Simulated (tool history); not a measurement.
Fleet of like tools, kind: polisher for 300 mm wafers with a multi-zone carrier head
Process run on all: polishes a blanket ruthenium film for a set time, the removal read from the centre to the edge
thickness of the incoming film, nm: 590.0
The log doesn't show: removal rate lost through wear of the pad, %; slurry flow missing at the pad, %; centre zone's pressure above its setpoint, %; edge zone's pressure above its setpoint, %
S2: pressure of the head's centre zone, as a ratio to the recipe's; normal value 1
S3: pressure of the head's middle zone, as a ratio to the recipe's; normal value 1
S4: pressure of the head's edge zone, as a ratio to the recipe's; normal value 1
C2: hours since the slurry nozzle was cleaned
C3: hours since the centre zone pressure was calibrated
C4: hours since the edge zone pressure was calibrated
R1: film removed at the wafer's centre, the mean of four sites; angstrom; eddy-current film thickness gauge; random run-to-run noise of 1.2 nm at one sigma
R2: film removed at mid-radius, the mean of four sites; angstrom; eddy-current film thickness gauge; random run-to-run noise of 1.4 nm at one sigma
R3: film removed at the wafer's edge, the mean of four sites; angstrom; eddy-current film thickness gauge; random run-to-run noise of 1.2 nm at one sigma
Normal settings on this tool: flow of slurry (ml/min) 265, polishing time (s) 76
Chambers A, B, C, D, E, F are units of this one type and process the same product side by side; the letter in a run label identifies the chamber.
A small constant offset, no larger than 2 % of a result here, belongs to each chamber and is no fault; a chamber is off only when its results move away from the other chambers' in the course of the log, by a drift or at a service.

run 1D day=0.254 | flow_of_slurry_(ml/min)=265 S2=1 S3=1 S4=1 polishing_time_(s)=76 | wafers_polished_on_this_pad=375 C2=185.9 C3=725.5 C4=423.5 | R1=1089.3 R2=1148.5 R3=1107
-- day=0.729 chamber A: worn pad replaced by a new one
run 2B day=0.762 | flow_of_slurry_(ml/min)=265 S2=1 S3=1 S4=1 polishing_time_(s)=76 | wafers_polished_on_this_pad=546 C2=222.7 C3=584.1 C4=103.5 | R1=1078.5 R2=1120.4 R3=1125.6
run 3F day=1.275 | flow_of_slurry_(ml/min)=265 S2=1 S3=1 S4=1 polishing_time_(s)=76 | wafers_polished_on_this_pad=424 C2=445.5 C3=956.3 C4=279.5 | R1=1123.1 R2=1111.2 R3=1126.2
-- day=1.604 chamber D: worn pad replaced by a new one
run 4A day=1.704 | flow_of_slurry_(ml/min)=265 S2=1 S3=1 S4=1 polishing_time_(s)=76 | wafers_polished_on_this_pad=209 C2=108.4 C3=236.2 C4=455.2 | R1=1126.7 R2=1120.3 R3=1131.5
run 5C day=2.108 | flow_of_slurry_(ml/min)=265 S2=1 S3=1 S4=1 polishing_time_(s)=76 | wafers_polished_on_this_pad=980 C2=156 C3=126.7 C4=379.7 | R1=1097.7 R2=1105.8 R3=1119.5
run 6E day=2.571 | flow_of_slurry_(ml/min)=265 S2=1 S3=1 S4=1 polishing_time_(s)=76 | wafers_polished_on_this_pad=1475 C2=156.2 C3=465.6 C4=787.5 | R1=1122.7 R2=1107.4 R3=1135.9
run 7E day=2.9 | flow_of_slurry_(ml/min)=265 S2=1 S3=1 S4=1 polishing_time_(s)=76 | wafers_polished_on_this_pad=1546 C2=164.1 C3=473.5 C4=795.4 | R1=1099.5 R2=1088 R3=1127.8
-- day=2.929 chamber F: worn pad replaced by a new one
run 8D day=3.242 | flow_of_slurry_(ml/min)=265 S2=1 S3=1 S4=1 polishing_time_(s)=76 | wafers_polished_on_this_pad=351 C2=257.6 C3=797.2 C4=495.2 | R1=1121.4 R2=1145.5 R3=1112.5
-- day=3.354 chamber E: worn pad replaced by a new one
run 9B day=3.742 | flow_of_slurry_(ml/min)=265 S2=1 S3=1 S4=1 polishing_time_(s)=76 | wafers_polished_on_this_pad=1184 C2=294.2 C3=655.6 C4=175 | R1=1127.7 R2=1121.1 R3=1110
-- day=3.954 chamber F: centre zone pressure recalibrated
run 10F day=4.05 | flow_of_slurry_(ml/min)=265 S2=1 S3=1 S4=1 polishing_time_(s)=76 | wafers_polished_on_this_pad=240 C2=512.1 C3=2.4 C4=346.1 | R1=1145.2 R2=1091.2 R3=1132.9
-- day=4.342 chamber A: centre zone pressure recalibrated
run 11A day=4.45 | flow_of_slurry_(ml/min)=265 S2=1 S3=1 S4=1 polishing_time_(s)=76 | wafers_polished_on_this_pad=798 C2=174.3 C3=2.6 C4=521.1 | R1=1110.8 R2=1094.3 R3=1112
-- day=4.504 chamber D: worn pad replaced by a new one
-- day=4.646 chamber E: slurry nozzle cleaned
run 12C day=4.912 | flow_of_slurry_(ml/min)=265 S2=1 S3=1 S4=1 polishing_time_(s)=76 | wafers_polished_on_this_pad=1581 C2=223.3 C3=194 C4=447 | R1=1092.2 R2=1081.2 R3=1110.5
-- day=5.233 chamber B: worn pad replaced by a new one
run 13E day=5.408 | flow_of_slurry_(ml/min)=265 S2=1 S3=1 S4=1 polishing_time_(s)=76 | wafers_polished_on_this_pad=440 C2=18.3 C3=533.7 C4=855.6 | R1=1101.7 R2=1103.1 R3=1130.5
-- day=5.692 chamber F: slurry nozzle cleaned
run 14C day=5.767 | flow_of_slurry_(ml/min)=265 S2=1 S3=1 S4=1 polishing_time_(s)=76 | wafers_polished_on_this_pad=1764 C2=243.8 C3=214.5 C4=467.5 | R1=1074.3 R2=1090.2 R3=1082.2
-- day=6.067 chamber D: slurry nozzle cleaned
-- day=6.112 chamber D: centre zone pressure recalibrated
run 15B day=6.242 | flow_of_slurry_(ml/min)=265 S2=1 S3=1 S4=1 polishing_time_(s)=76 | wafers_polished_on_this_pad=216 C2=354.2 C3=715.6 C4=235 | R1=1099 R2=1109.3 R3=1108.6
-- day=6.317 chamber F: worn pad replaced by a new one
run 16D day=6.538 | flow_of_slurry_(ml/min)=265 S2=1 S3=1 S4=1 polishing_time_(s)=76 | wafers_polished_on_this_pad=435 C2=11.4 C3=10.3 C4=574.3 | R1=1102.8 R2=1112.5 R3=1119.1
run 17F day=6.862 | flow_of_slurry_(ml/min)=265 S2=1 S3=1 S4=1 polishing_time_(s)=76 | wafers_polished_on_this_pad=117 C2=28.1 C3=69.9 C4=413.6 | R1=1121.3 R2=1109.1 R3=1121.2
run 18A day=7.167 | flow_of_slurry_(ml/min)=265 S2=1 S3=1 S4=1 polishing_time_(s)=76 | wafers_polished_on_this_pad=1380 C2=239.5 C3=67.8 C4=586.3 | R1=1099.6 R2=1114.8 R3=1114.5
run 19E day=7.396 | flow_of_slurry_(ml/min)=265 S2=1 S3=1 S4=1 polishing_time_(s)=76 | wafers_polished_on_this_pad=866 C2=66 C3=581.4 C4=903.3 | R1=1116.1 R2=1108 R3=1124.6
-- day=7.575 chamber A: worn pad replaced by a new one
run 20A day=7.642 | flow_of_slurry_(ml/min)=265 S2=1 S3=1 S4=1 polishing_time_(s)=86 | wafers_polished_on_this_pad=14 C2=250.9 C3=79.2 C4=597.7 | R1=1255.8 R2=1261.9 R3=1292.7
run 21C day=7.9 | flow_of_slurry_(ml/min)=265 S2=1 S3=1 S4=1 polishing_time_(s)=86 | wafers_polished_on_this_pad=2221 C2=295 C3=265.7 C4=518.7 | R1=1214.3 R2=1195.8 R3=1227
-- day=8.083 chamber D: worn pad replaced by a new one
run 22D day=8.417 | flow_of_slurry_(ml/min)=265 S2=1 S3=1 S4=1 polishing_time_(s)=86 | wafers_polished_on_this_pad=72 C2=56.5 C3=55.4 C4=619.4 | R1=1254.6 R2=1274.8 R3=1281.3
run 23F day=8.788 | flow_of_slurry_(ml/min)=265 S2=1 S3=1 S4=1 polishing_time_(s)=86 | wafers_polished_on_this_pad=530 C2=74.3 C3=116.1 C4=459.8 | R1=1268.5 R2=1258.4 R3=1259.1
run 24B day=9.092 | flow_of_slurry_(ml/min)=265 S2=1 S3=1 S4=1 polishing_time_(s)=86 | wafers_polished_on_this_pad=827 C2=422.6 C3=784 C4=303.4 | R1=1248.4 R2=1226.4 R3=1257.3
run 25D day=9.371 | flow_of_slurry_(ml/min)=265 S2=1 S3=1 S4=1 polishing_time_(s)=86 | wafers_polished_on_this_pad=276 C2=79.4 C3=78.3 C4=642.3 | R1=1265.3 R2=1232.6 R3=1266.1
-- day=9.546 chamber E: worn pad replaced by a new one
run 26A day=9.808 | flow_of_slurry_(ml/min)=265 S2=1 S3=1 S4=1 polishing_time_(s)=76 | wafers_polished_on_this_pad=478 C2=302.9 C3=131.2 C4=649.7 | R1=1120.5 R2=1109.1 R3=1121.9
-- day=9.9 chamber E: centre zone pressure recalibrated
-- day=9.979 chamber B: centre zone pressure recalibrated
-- day=10.004 chamber F: worn pad replaced by a new one
run 27B day=10.246 | flow_of_slurry_(ml/min)=265 S2=1 S3=1 S4=1 polishing_time_(s)=76 | wafers_polished_on_this_pad=1074 C2=450.3 C3=6.5 C4=331.1 | R1=1087 R2=1121.1 R3=1111.7
run 28F day=10.633 | flow_of_slurry_(ml/min)=265 S2=1 S3=1 S4=1 polishing_time_(s)=76 | wafers_polished_on_this_pad=135 C2=118.6 C3=160.4 C4=504.1 | R1=1116.3 R2=1106.5 R3=1128.4
run 29C day=11.021 | flow_of_slurry_(ml/min)=265 S2=1 S3=1 S4=1 polishing_time_(s)=76 | wafers_polished_on_this_pad=2890 C2=369.9 C3=340.6 C4=593.6 | R1=1037.6 R2=1068.2 R3=1051.9
-- day=11.275 chamber B: worn pad replaced by a new one
-- day=11.408 chamber D: worn pad replaced by a new one
run 30E day=11.508 | flow_of_slurry_(ml/min)=190 S2=1 S3=1 S4=1 polishing_time_(s)=76 | wafers_polished_on_this_pad=420 C2=164.7 C3=38.6 C4=1002 | R1=1058.7 R2=1070.7 R3=1084.9
run 31D day=11.746 | flow_of_slurry_(ml/min)=190 S2=1 S3=1 S4=1 polishing_time_(s)=76 | wafers_polished_on_this_pad=72 C2=136.4 C3=135.3 C4=699.3 | R1=1065.4 R2=1049.3 R3=1084.6
-- day=11.796 chamber E: edge zone pressure recalibrated
-- day=11.838 chamber E: slurry nozzle cleaned
run 32E day=12 | flow_of_slurry_(ml/min)=190 S2=1 S3=1 S4=1 polishing_time_(s)=76 | wafers_polished_on_this_pad=525 C2=3.9 C3=50.4 C4=4.9 | R1=1071.2 R2=1083.6 R3=1088.6
run 33C day=12.467 | flow_of_slurry_(ml/min)=190 S2=1 S3=1 S4=1 polishing_time_(s)=76 | wafers_polished_on_this_pad=3200 C2=404.6 C3=375.3 C4=628.3 | R1=967.49 R2=982.62 R3=1009.4
run 34A day=12.796 | flow_of_slurry_(ml/min)=190 S2=1 S3=1 S4=1 polishing_time_(s)=76 | wafers_polished_on_this_pad=1119 C2=374.6 C3=202.9 C4=721.4 | R1=1068.6 R2=1061.7 R3=1097.9
-- day=13.042 chamber A: worn pad replaced by a new one
run 35B day=13.067 | flow_of_slurry_(ml/min)=190 S2=1 S3=1 S4=1 polishing_time_(s)=76 | wafers_polished_on_this_pad=384 C2=518 C3=74.2 C4=398.8 | R1=1057.1 R2=1082.4 R3=1073.2
-- day=13.467 chamber F: worn pad replaced by a new one
run 36F day=13.492 | flow_of_slurry_(ml/min)=265 S2=1 S3=1 S4=1 polishing_time_(s)=76 | wafers_polished_on_this_pad=5 C2=187.2 C3=229 C4=572.7 | R1=1133.4 R2=1094.1 R3=1105
run 37C day=13.879 | flow_of_slurry_(ml/min)=265 S2=1 S3=1 S4=1 polishing_time_(s)=76 | wafers_polished_on_this_pad=3502 C2=438.5 C3=409.2 C4=662.2 | R1=1022.6 R2=1012.8 R3=1034
-- day=14.217 chamber D: worn pad replaced by a new one
run 38D day=14.283 | flow_of_slurry_(ml/min)=265 S2=1 S3=1 S4=1 polishing_time_(s)=76 | wafers_polished_on_this_pad=14 C2=197.3 C3=196.2 C4=760.2 | R1=1093.6 R2=1129.6 R3=1112.5
run 39B day=14.721 | flow_of_slurry_(ml/min)=265 S2=1 S3=1 S4=1 polishing_time_(s)=76 | wafers_polished_on_this_pad=738 C2=557.7 C3=113.9 C4=438.5 | R1=1108.4 R2=1110.4 R3=1113.1
run 40A day=15 | flow_of_slurry_(ml/min)=265 S2=1 S3=1 S4=1 polishing_time_(s)=76 | wafers_polished_on_this_pad=420 C2=427.5 C3=255.8 C4=774.3 | R1=1133.8 R2=1104 R3=1126.6
run 41E day=15.379 | flow_of_slurry_(ml/min)=265 S2=1 S3=1 S4=1 polishing_time_(s)=76 | wafers_polished_on_this_pad=1249 C2=85 C3=131.5 C4=86 | R1=1126.4 R2=1108.1 R3=1117.3
run 42F day=15.758 | flow_of_slurry_(ml/min)=265 S2=1 S3=1 S4=1 polishing_time_(s)=76 | wafers_polished_on_this_pad=491 C2=241.6 C3=283.4 C4=627.1 | R1=1139.1 R2=1090.5 R3=1117.2

For the next run the whole fleet of 6 chambers uses the same settings. Give each chamber's results:
run 43A day=16.133 | flow_of_slurry_(ml/min)=265 S2=1 S3=1 S4=1 polishing_time_(s)=102 | R1=? R2=? R3=?
run 43B day=16.133 | flow_of_slurry_(ml/min)=265 S2=1 S3=1 S4=1 polishing_time_(s)=102 | R1=? R2=? R3=?
run 43C day=16.133 | flow_of_slurry_(ml/min)=265 S2=1 S3=1 S4=1 polishing_time_(s)=102 | R1=? R2=? R3=?
run 43D day=16.133 | flow_of_slurry_(ml/min)=265 S2=1 S3=1 S4=1 polishing_time_(s)=102 | R1=? R2=? R3=?
run 43E day=16.133 | flow_of_slurry_(ml/min)=265 S2=1 S3=1 S4=1 polishing_time_(s)=102 | R1=? R2=? R3=?
run 43F day=16.133 | flow_of_slurry_(ml/min)=265 S2=1 S3=1 S4=1 polishing_time_(s)=102 | R1=? R2=? R3=?

run=43A R1=1494.4 R2=1482.3 R3=1519.2
run=43B R1=1520.3 R2=1470.4 R3=1503.5
run=43C R1=1351.2 R2=1320.3 R3=1362.7
run=43D R1=1495.1 R2=1492.9 R3=1508.5
run=43E R1=1476.5 R2=1440.4 R3=1509.6
run=43F R1=1529.9 R2=1501.3 R3=1507.4
